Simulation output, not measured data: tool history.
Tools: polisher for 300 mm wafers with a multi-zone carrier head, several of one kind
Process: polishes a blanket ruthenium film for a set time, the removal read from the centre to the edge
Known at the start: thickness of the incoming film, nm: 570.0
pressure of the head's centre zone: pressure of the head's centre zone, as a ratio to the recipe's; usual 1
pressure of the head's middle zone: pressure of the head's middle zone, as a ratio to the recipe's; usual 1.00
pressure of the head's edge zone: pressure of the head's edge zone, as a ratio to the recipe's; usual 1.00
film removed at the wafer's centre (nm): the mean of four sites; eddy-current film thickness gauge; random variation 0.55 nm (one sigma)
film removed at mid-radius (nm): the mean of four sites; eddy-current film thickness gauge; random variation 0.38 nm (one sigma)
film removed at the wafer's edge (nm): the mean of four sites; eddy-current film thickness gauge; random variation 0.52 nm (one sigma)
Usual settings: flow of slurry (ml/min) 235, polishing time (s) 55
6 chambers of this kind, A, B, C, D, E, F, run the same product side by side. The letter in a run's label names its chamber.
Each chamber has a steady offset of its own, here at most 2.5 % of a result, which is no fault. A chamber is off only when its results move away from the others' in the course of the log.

run,hour,flow of slurry (ml/min),pressure of the head's centre zone,pressure of the head's middle zone,pressure of the head's edge zone,polishing time (s),film removed at the wafer's centre (nm),film removed at mid-radius (nm),film removed at the wafer's edge (nm)
# hour 3.2: chamber E: slurry nozzle cleaned
# hour 5.7: chamber D: edge zone pressure recalibrated
1A,15.3,235,1,1.00,1.00,55,48.381,49.642,48.833
2F,24.2,235,1,1.00,1.00,55,49.462,49.449,49.526
# hour 27.6: chamber E: worn pad replaced by a new one
# hour 30.0: chamber B: worn pad replaced by a new one
3B,31.5,235,1,1.00,1.00,55,47.357,48.864,47.789
# hour 40.2: chamber A: worn pad replaced by a new one
# hour 41.6: chamber D: worn pad replaced by a new one
# hour 44.0: chamber C: worn pad replaced by a new one
4E,47.3,235,1,1.00,1.00,55,48.975,48.395,48.731
# hour 55.0: chamber F: worn pad replaced by a new one
5C,55.9,235,1,1.00,1.00,55,47.736,48.926,49.727
6D,64.2,235,1,0.92,1.00,55,48.625,45.611,48.754
7E,79.3,235,1,0.92,1.00,55,48.799,45.115,48.379
8C,89.1,235,1,0.92,1.00,55,48.936,44.872,48.952
9D,97.3,235,1,0.92,1.00,55,47.970,44.719,48.414
# hour 105.4: chamber B: worn pad replaced by a new one
10A,110.2,235,1,0.92,1.00,55,48.773,45.530,49.690
11B,118.3,235,1,0.92,1.00,55,47.829,44.385,48.538
# hour 121.5: chamber E: worn pad replaced by a new one
12F,127.9,235,1,1.00,1.00,45,39.795,40.295,39.233
# hour 132.0: chamber D: worn pad replaced by a new one
# hour 136.7: chamber A: worn pad replaced by a new one
13F,138.6,235,1,1.00,1.00,45,39.453,40.429,40.023
14A,151.9,235,1,1.00,1.00,45,39.769,40.058,39.958
15C,159.3,235,1,1.00,1.00,45,38.850,40.175,40.600
# hour 161.2: chamber C: worn pad replaced by a new one
16E,167.9,235,1,1.00,1.00,45,39.821,39.754,39.398
# hour 180.5: chamber B: worn pad replaced by a new one
17B,183.8,235,1,1.00,1.00,45,38.473,39.860,38.840
# hour 190.1: chamber F: worn pad replaced by a new one
# hour 191.0: chamber F: centre zone pressure recalibrated
18D,192.4,235,1,1.00,1.00,55,47.992,48.680,48.761
# hour 193.1: chamber F: slurry nozzle cleaned
# hour 208.2: chamber D: worn pad replaced by a new one
19B,208.3,235,1,1.00,1.00,55,46.915,48.269,47.814
20C,216.9,235,1,1.00,1.00,55,48.923,48.957,49.446
21F,224.9,235,1,1.00,1.00,55,53.437,49.062,48.934
# hour 232.9: chamber E: worn pad replaced by a new one
22A,234.5,235,1,1.00,1.00,55,48.502,48.460,48.874
# hour 238.9: chamber A: centre zone pressure recalibrated
23E,248.0,235,1,1.00,1.00,55,49.557,48.657,48.925
# hour 258.3: chamber B: worn pad replaced by a new one
# hour 260.4: chamber A: worn pad replaced by a new one
24D,263.3,235,1,1.00,1.00,55,49.045,48.357,48.306
# hour 268.1: chamber C: worn pad replaced by a new one
25A,271.3,235,1,1.00,1.00,55,48.355,48.680,48.542
26E,281.9,235,1,1.00,1.00,55,49.666,48.903,48.535
# hour 284.2: chamber D: worn pad replaced by a new one
27D,292.8,235,1,1.00,0.91,46,40.245,41.196,38.556
28F,308.2,235,1,1.00,0.91,46,44.212,41.088,39.278
# hour 319.4: chamber F: worn pad replaced by a new one
29C,322.2,235,1,1.00,0.91,46,40.529,40.994,39.313
# hour 332.0: chamber E: worn pad replaced by a new one
30B,333.4,235,1,1.00,0.91,46,40.236,40.300,38.622
# hour 334.3: chamber B: worn pad replaced by a new one
31B,346.6,235,1,1.00,0.91,46,40.099,40.792,38.701
32A,363.1,235,1,1.00,0.91,46,40.201,41.337,38.784
33E,375.9,235,1,1.00,1.00,55,49.103,48.695,48.896
# hour 378.4: chamber D: worn pad replaced by a new one
# hour 380.2: chamber C: worn pad replaced by a new one
34D,392.3,235,1,1.00,1.00,55,47.099,48.786,48.852
# hour 396.7: chamber C: slurry nozzle cleaned
35F,401.2,310,1,0.88,1.00,55,54.301,45.151,50.119
36C,415.3,310,1,0.88,1.00,55,49.559,44.814,49.668
# hour 423.6: chamber E: worn pad replaced by a new one
37E,427.8,310,1,0.88,1.00,55,49.870,45.099,49.312

Next, every chamber runs the same settings. What will each give?
38A,439.7,235,1,1.00,1.00,55,?,?,?
38B,439.7,235,1,1.00,1.00,55,?,?,?
38C,439.7,235,1,1.00,1.00,55,?,?,?
38D,439.7,235,1,1.00,1.00,55,?,?,?
38E,439.7,235,1,1.00,1.00,55,?,?,?
38F,439.7,235,1,1.00,1.00,55,?,?,?

run,film removed at the wafer's centre (nm),film removed at mid-radius (nm),film removed at the wafer's edge (nm)
38A,48.974,49.359,48.437
38B,46.947,48.696,48.480
38C,47.546,48.575,48.913
38D,47.709,48.526,48.588
38E,49.200,49.153,47.655
38F,53.185,48.563,49.129
